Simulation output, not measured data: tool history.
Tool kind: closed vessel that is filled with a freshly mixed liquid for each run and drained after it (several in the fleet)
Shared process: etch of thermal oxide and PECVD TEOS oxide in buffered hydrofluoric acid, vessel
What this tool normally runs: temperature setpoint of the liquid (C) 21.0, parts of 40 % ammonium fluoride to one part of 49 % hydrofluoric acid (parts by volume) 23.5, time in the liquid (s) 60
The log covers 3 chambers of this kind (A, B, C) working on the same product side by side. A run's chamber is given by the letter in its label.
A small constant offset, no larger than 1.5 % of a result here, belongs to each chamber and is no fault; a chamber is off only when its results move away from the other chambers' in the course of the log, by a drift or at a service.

run    day  temperature setpoint of the liquid (C)  parts of 40 % ammonium fluoride to one part of 49 % hydrofluoric acid (parts by volume)  time in the liquid (s)  read-back film thickness of the thermal oxide reference wafer, read on the same gauge (nm)  read-back film thickness of the PECVD TEOS oxide reference wafer, read on the same gauge (nm)  thickness taken off the thermal oxide on a monitor wafer (nm)  thickness taken off the PECVD TEOS oxide on a monitor wafer (nm)
 1A  0.142                                    21.0                                                                                     23.5                      60                                                                                      110.02                                                                                         59.989                                                         26.869                                                            46.358
 2B  0.267                                    21.0                                                                                     23.5                      60                                                                                      110.00                                                                                         60.019                                                         26.449                                                            46.267
 3C  0.471                                    21.0                                                                                     23.5                      60                                                                                      109.98                                                                                         60.011                                                         26.520                                                            45.845
 4A  0.621                                    21.0                                                                                     23.5                      60                                                                                      110.02                                                                                         59.920                                                         26.744                                                            46.303
 5B  0.800                                    21.0                                                                                     23.5                      60                                                                                      110.00                                                                                         59.951                                                         26.375                                                            45.610
 6C  0.992                                    21.0                                                                                     23.5                      60                                                                                      110.01                                                                                         59.997                                                         26.492                                                            46.065
 7A  1.179                                    21.0                                                                                     23.5                      60                                                                                      110.00                                                                                         59.988                                                         26.572                                                            46.331
 8C  1.404                                    21.0                                                                                     23.5                      60                                                                                      110.00                                                                                         60.010                                                         26.713                                                            46.368
 9B  1.567                                    21.0                                                                                     23.5                      60                                                                                      109.99                                                                                         60.003                                                         26.140                                                            46.359
10B  1.808                                    21.0                                                                                     23.5                      60                                                                                      110.01                                                                                         59.990                                                         26.305                                                            46.029
11C  2.038                                    21.0                                                                                     17.0                      40                                                                                      110.01                                                                                         59.985                                                         23.007                                                            40.182
12A  2.238                                    21.0                                                                                     17.0                      40                                                                                      110.01                                                                                         60.008                                                         23.221                                                            40.282
13A  2.392                                    21.0                                                                                     17.0                      40                                                                                      110.00                                                                                         59.946                                                         23.352                                                            40.490
14B  2.575                                    21.0                                                                                     23.5                      60                                                                                      110.00                                                                                         59.992                                                         26.207                                                            46.300
15C  2.833                                    21.0                                                                                     23.5                      60                                                                                      110.02                                                                                         60.000                                                         26.494                                                            46.076
16C  3.012                                    21.0                                                                                     23.5                      60                                                                                      109.98                                                                                         59.988                                                         26.527                                                            46.149
17B  3.179                                    17.5                                                                                     23.5                      75                                                                                      109.99                                                                                         59.934                                                         26.950                                                            46.918
18A  3.312                                    17.5                                                                                     23.5                      75                                                                                      109.99                                                                                         59.984                                                         27.397                                                            47.623
19B  3.554                                    17.5                                                                                     23.5                      75                                                                                      109.98                                                                                         59.964                                                         26.878                                                            47.029
20A  3.708                                    21.0                                                                                     23.5                      60                                                                                      110.00                                                                                         59.949                                                         26.982                                                            46.387
21C  3.867                                    21.0                                                                                     23.5                      60                                                                                      110.00                                                                                         59.998                                                         26.711                                                            45.844
22A  4.062                                    21.0                                                                                     23.5                      60                                                                                      110.00                                                                                         59.977                                                         26.981                                                            46.623
23C  4.217                                    21.0                                                                                     23.5                      60                                                                                      110.00                                                                                         59.972                                                         26.394                                                            46.307
     4.412  -- chamber C: hydrofluoric acid flow meter replaced
24B  4.471                                    21.0                                                                                     23.5                      60                                                                                      110.00                                                                                         60.003                                                         26.536                                                            46.295
25A  4.729                                    21.0                                                                                     23.5                      60                                                                                      110.01                                                                                         59.951                                                         26.792                                                            46.769
26C  4.962                                    21.0                                                                                     23.5                      60                                                                                      110.01                                                                                         59.996                                                         26.358                                                            46.289
27B  5.238                                    21.0                                                                                     23.5                      60                                                                                      110.00                                                                                         60.010                                                         26.237                                                            46.123
28C  5.392                                    21.0                                                                                     23.5                      60                                                                                      110.02                                                                                         60.035                                                         26.505                                                            46.122
29B  5.604                                    21.0                                                                                     23.5                      60                                                                                      110.01                                                                                         60.005                                                         26.220                                                            45.912
30A  5.779                                    21.0                                                                                     23.5                      60                                                                                      109.99                                                                                         59.991                                                         26.505                                                            46.472

The same settings go to every chamber for the next run, one line per chamber below. Forecast the results for each:
31A  5.979                                    21.0                                                                                     23.5                      60                                                                                                                                                                                                                                                         ?                                                                 ?
31B  5.979                                    21.0                                                                                     23.5                      60                                                                                                                                                                                                                                                         ?                                                                 ?
31C  5.979                                    21.0                                                                                     23.5                      60                                                                                                                                                                                                                                                         ?                                                                 ?

run  thickness taken off the thermal oxide on a monitor wafer (nm)  thickness taken off the PECVD TEOS oxide on a monitor wafer (nm)
31A                                                         26.686                                                            45.916
31B                                                         26.260                                                            46.431
31C                                                         26.343                                                            46.525
